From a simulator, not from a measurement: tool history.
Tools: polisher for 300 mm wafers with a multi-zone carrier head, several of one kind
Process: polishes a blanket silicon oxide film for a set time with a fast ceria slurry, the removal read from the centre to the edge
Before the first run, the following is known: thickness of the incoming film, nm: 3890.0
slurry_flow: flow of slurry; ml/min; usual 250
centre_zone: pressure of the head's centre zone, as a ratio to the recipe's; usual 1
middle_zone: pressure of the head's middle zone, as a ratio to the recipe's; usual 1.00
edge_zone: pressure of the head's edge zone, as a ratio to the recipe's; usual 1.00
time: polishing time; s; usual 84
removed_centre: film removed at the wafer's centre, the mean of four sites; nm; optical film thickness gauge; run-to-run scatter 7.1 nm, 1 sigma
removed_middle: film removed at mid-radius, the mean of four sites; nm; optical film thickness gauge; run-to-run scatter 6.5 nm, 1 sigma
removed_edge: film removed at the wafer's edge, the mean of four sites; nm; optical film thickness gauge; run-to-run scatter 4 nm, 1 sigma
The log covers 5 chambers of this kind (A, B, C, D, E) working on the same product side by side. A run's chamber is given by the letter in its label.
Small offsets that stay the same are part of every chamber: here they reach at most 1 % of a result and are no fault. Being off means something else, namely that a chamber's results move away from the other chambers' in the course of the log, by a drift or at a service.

{"day": 0.104, "done": "chamber C: centre zone pressure recalibrated"}
{"run": "1B", "day": 0.129, "slurry_flow": 250, "centre_zone": 1, "middle_zone": 1.0, "edge_zone": 1.0, "time": 84, "removed_centre": 578.78, "removed_middle": 575.85, "removed_edge": 582.49}
{"run": "2A", "day": 0.229, "slurry_flow": 250, "centre_zone": 1, "middle_zone": 1.0, "edge_zone": 1.0, "time": 84, "removed_centre": 571.51, "removed_middle": 576.93, "removed_edge": 578.02}
{"day": 0.367, "done": "chamber C: edge zone pressure recalibrated"}
{"run": "3C", "day": 0.429, "slurry_flow": 250, "centre_zone": 1, "middle_zone": 1.0, "edge_zone": 1.0, "time": 84, "removed_centre": 570.5, "removed_middle": 574.2, "removed_edge": 581.79}
{"run": "4D", "day": 0.646, "slurry_flow": 250, "centre_zone": 1, "middle_zone": 1.0, "edge_zone": 1.0, "time": 84, "removed_centre": 589.64, "removed_middle": 572.38, "removed_edge": 580.63}
{"day": 0.667, "done": "chamber A: worn pad replaced by a new one"}
{"run": "5E", "day": 0.846, "slurry_flow": 250, "centre_zone": 1, "middle_zone": 1.0, "edge_zone": 1.0, "time": 84, "removed_centre": 583.16, "removed_middle": 581.89, "removed_edge": 569.89}
{"run": "6E", "day": 0.992, "slurry_flow": 250, "centre_zone": 1, "middle_zone": 1.0, "edge_zone": 1.0, "time": 84, "removed_centre": 575.17, "removed_middle": 569.13, "removed_edge": 578.95}
{"run": "7C", "day": 1.196, "slurry_flow": 250, "centre_zone": 1, "middle_zone": 1.0, "edge_zone": 1.0, "time": 84, "removed_centre": 581.56, "removed_middle": 585.46, "removed_edge": 578.89}
{"run": "8D", "day": 1.304, "slurry_flow": 250, "centre_zone": 1, "middle_zone": 1.0, "edge_zone": 1.0, "time": 84, "removed_centre": 583.06, "removed_middle": 573.45, "removed_edge": 582.82}
{"run": "9A", "day": 1.412, "slurry_flow": 250, "centre_zone": 1, "middle_zone": 1.05, "edge_zone": 1.0, "time": 84, "removed_centre": 571.87, "removed_middle": 611.49, "removed_edge": 576.55}
{"run": "10B", "day": 1.625, "slurry_flow": 250, "centre_zone": 1, "middle_zone": 1.05, "edge_zone": 1.0, "time": 84, "removed_centre": 580.29, "removed_middle": 605.31, "removed_edge": 577.11}
{"run": "11A", "day": 1.758, "slurry_flow": 250, "centre_zone": 1, "middle_zone": 1.05, "edge_zone": 1.0, "time": 84, "removed_centre": 578.46, "removed_middle": 600.12, "removed_edge": 574.68}
{"run": "12E", "day": 1.954, "slurry_flow": 250, "centre_zone": 1, "middle_zone": 1.05, "edge_zone": 1.0, "time": 84, "removed_centre": 567.11, "removed_middle": 587.43, "removed_edge": 567.53}
{"day": 2.021, "done": "chamber C: worn pad replaced by a new one"}
{"run": "13B", "day": 2.162, "slurry_flow": 250, "centre_zone": 1, "middle_zone": 1.05, "edge_zone": 1.0, "time": 84, "removed_centre": 578.44, "removed_middle": 593.08, "removed_edge": 570.49}
{"run": "14D", "day": 2.308, "slurry_flow": 250, "centre_zone": 1, "middle_zone": 1.0, "edge_zone": 1.0, "time": 84, "removed_centre": 571.09, "removed_middle": 574.95, "removed_edge": 581.94}
{"run": "15C", "day": 2.446, "slurry_flow": 250, "centre_zone": 1, "middle_zone": 1.0, "edge_zone": 1.0, "time": 84, "removed_centre": 583.59, "removed_middle": 581.8, "removed_edge": 576.81}
{"run": "16E", "day": 2.617, "slurry_flow": 250, "centre_zone": 1, "middle_zone": 1.0, "edge_zone": 1.0, "time": 84, "removed_centre": 557.37, "removed_middle": 559.15, "removed_edge": 556.62}
{"run": "17B", "day": 2.796, "slurry_flow": 250, "centre_zone": 1, "middle_zone": 1.0, "edge_zone": 1.0, "time": 84, "removed_centre": 573.3, "removed_middle": 573.14, "removed_edge": 577.02}
{"run": "18A", "day": 2.967, "slurry_flow": 250, "centre_zone": 1, "middle_zone": 1.0, "edge_zone": 1.0, "time": 84, "removed_centre": 576.24, "removed_middle": 586.59, "removed_edge": 574.2}
{"run": "19D", "day": 3.071, "slurry_flow": 250, "centre_zone": 1, "middle_zone": 1.0, "edge_zone": 0.94, "time": 84, "removed_centre": 580.27, "removed_middle": 572.37, "removed_edge": 565.42}
{"run": "20C", "day": 3.25, "slurry_flow": 250, "centre_zone": 1, "middle_zone": 1.0, "edge_zone": 0.94, "time": 84, "removed_centre": 574.5, "removed_middle": 579.0, "removed_edge": 565.42}
{"run": "21D", "day": 3.354, "slurry_flow": 250, "centre_zone": 1, "middle_zone": 1.0, "edge_zone": 0.94, "time": 84, "removed_centre": 573.43, "removed_middle": 570.52, "removed_edge": 564.3}
{"run": "22E", "day": 3.55, "slurry_flow": 250, "centre_zone": 1, "middle_zone": 1.0, "edge_zone": 0.94, "time": 84, "removed_centre": 547.76, "removed_middle": 540.37, "removed_edge": 525.41}
{"run": "23B", "day": 3.729, "slurry_flow": 250, "centre_zone": 1, "middle_zone": 1.0, "edge_zone": 0.94, "time": 84, "removed_centre": 571.27, "removed_middle": 571.9, "removed_edge": 557.85}
{"run": "24A", "day": 3.904, "slurry_flow": 250, "centre_zone": 1, "middle_zone": 1.0, "edge_zone": 1.0, "time": 84, "removed_centre": 567.57, "removed_middle": 582.12, "removed_edge": 574.02}
{"run": "25C", "day": 4.112, "slurry_flow": 250, "centre_zone": 1, "middle_zone": 1.0, "edge_zone": 1.0, "time": 84, "removed_centre": 594.62, "removed_middle": 574.81, "removed_edge": 577.28}
{"run": "26D", "day": 4.292, "slurry_flow": 250, "centre_zone": 1, "middle_zone": 1.0, "edge_zone": 1.0, "time": 84, "removed_centre": 584.74, "removed_middle": 565.93, "removed_edge": 578.53}
{"run": "27C", "day": 4.5, "slurry_flow": 250, "centre_zone": 1, "middle_zone": 1.0, "edge_zone": 1.0, "time": 84, "removed_centre": 567.09, "removed_middle": 572.28, "removed_edge": 577.82}
{"run": "28A", "day": 4.646, "slurry_flow": 250, "centre_zone": 1, "middle_zone": 1.0, "edge_zone": 1.0, "time": 84, "removed_centre": 573.04, "removed_middle": 575.69, "removed_edge": 572.78}
{"run": "29B", "day": 4.762, "slurry_flow": 250, "centre_zone": 1, "middle_zone": 1.0, "edge_zone": 1.0, "time": 84, "removed_centre": 588.44, "removed_middle": 566.12, "removed_edge": 574.49}
{"run": "30E", "day": 4.888, "slurry_flow": 250, "centre_zone": 1, "middle_zone": 1.0, "edge_zone": 1.0, "time": 84, "removed_centre": 525.58, "removed_middle": 520.14, "removed_edge": 520.67}
{"day": 5.004, "done": "chamber A: slurry nozzle cleaned"}
{"day": 5.029, "done": "chamber D: worn pad replaced by a new one"}
{"run": "31E", "day": 5.046, "slurry_flow": 250, "centre_zone": 1, "middle_zone": 1.0, "edge_zone": 0.9, "time": 84, "removed_centre": 530.34, "removed_middle": 534.05, "removed_edge": 504.29}
{"run": "32C", "day": 5.142, "slurry_flow": 250, "centre_zone": 1, "middle_zone": 1.0, "edge_zone": 0.9, "time": 84, "removed_centre": 582.61, "removed_middle": 573.52, "removed_edge": 547.27}
{"run": "33A", "day": 5.258, "slurry_flow": 250, "centre_zone": 1, "middle_zone": 1.0, "edge_zone": 0.9, "time": 84, "removed_centre": 566.3, "removed_middle": 577.36, "removed_edge": 546.14}
{"run": "34B", "day": 5.362, "slurry_flow": 250, "centre_zone": 1, "middle_zone": 1.0, "edge_zone": 0.9, "time": 84, "removed_centre": 568.51, "removed_middle": 579.69, "removed_edge": 547.18}
{"run": "35D", "day": 5.5, "slurry_flow": 250, "centre_zone": 1, "middle_zone": 1.0, "edge_zone": 0.9, "time": 84, "removed_centre": 574.37, "removed_middle": 591.62, "removed_edge": 555.01}
{"run": "36E", "day": 5.633, "slurry_flow": 250, "centre_zone": 1, "middle_zone": 1.0, "edge_zone": 1.1, "time": 84, "removed_centre": 514.21, "removed_middle": 516.91, "removed_edge": 547.22}
{"run": "37D", "day": 5.758, "slurry_flow": 250, "centre_zone": 1, "middle_zone": 1.0, "edge_zone": 1.1, "time": 84, "removed_centre": 580.14, "removed_middle": 581.62, "removed_edge": 605.05}
{"run": "38B", "day": 5.862, "slurry_flow": 250, "centre_zone": 1, "middle_zone": 1.0, "edge_zone": 1.1, "time": 84, "removed_centre": 577.19, "removed_middle": 570.49, "removed_edge": 604.56}
{"run": "39C", "day": 5.992, "slurry_flow": 250, "centre_zone": 1, "middle_zone": 1.0, "edge_zone": 1.1, "time": 84, "removed_centre": 578.95, "removed_middle": 582.46, "removed_edge": 612.96}
{"run": "40A", "day": 6.117, "slurry_flow": 250, "centre_zone": 1, "middle_zone": 1.0, "edge_zone": 1.1, "time": 84, "removed_centre": 582.37, "removed_middle": 576.24, "removed_edge": 611.01}

Is one chamber off against the others, does the gauge drift, or is nothing wrong? If a chamber is off, say which, and what the likeliest cause is.

One chamber, E, drifts off from the rest bit by bit.
Cause: removal rate lost through wear of the pad, % = 11.

Below are 4 candidate recipes for chamber E's next run, each the usual settings with a change, their results shown as question marks. Which of them brings E's results back in line with what the other chambers give on the usual settings?
To be in line, a result may differ from the other chambers' mean on the usual settings by at most: removed_centre 25.00 nm; removed_middle 23.00 nm; removed_edge 14.00 nm
{"run": "41E-1", "day": 6.275, "slurry_flow": 250, "centre_zone": 1, "middle_zone": 1.0, "edge_zone": 0.99, "time": 75, "removed_centre": "?", "removed_middle": "?", "removed_edge": "?"}
{"run": "41E-2", "day": 6.275, "slurry_flow": 255, "centre_zone": 1, "middle_zone": 1.0, "edge_zone": 1.01, "time": 94, "removed_centre": "?", "removed_middle": "?", "removed_edge": "?"}
{"run": "41E-3", "day": 6.275, "slurry_flow": 250, "centre_zone": 1, "middle_zone": 1.0, "edge_zone": 1.0, "time": 87, "removed_centre": "?", "removed_middle": "?", "removed_edge": "?"}
{"run": "41E-4", "day": 6.275, "slurry_flow": 250, "centre_zone": 1, "middle_zone": 1.0, "edge_zone": 1.0, "time": 81, "removed_centre": "?", "removed_middle": "?", "removed_edge": "?"}

On the usual settings, the other chambers give on average: removed_centre 576.83 nm; removed_middle 576.71 nm; removed_edge 577.65 nm
run=41E-1 removed_centre=460.40 removed_middle=455.82 removed_edge=456.04
run=41E-2 removed_centre=578.48 removed_middle=572.56 removed_edge=578.63
run=41E-3 removed_centre=534.07 removed_middle=528.75 removed_edge=531.82
run=41E-4 removed_centre=497.23 removed_middle=492.28 removed_edge=495.15
The right change is 41E-2: it brings the chamber back within the allowed miss of the others.
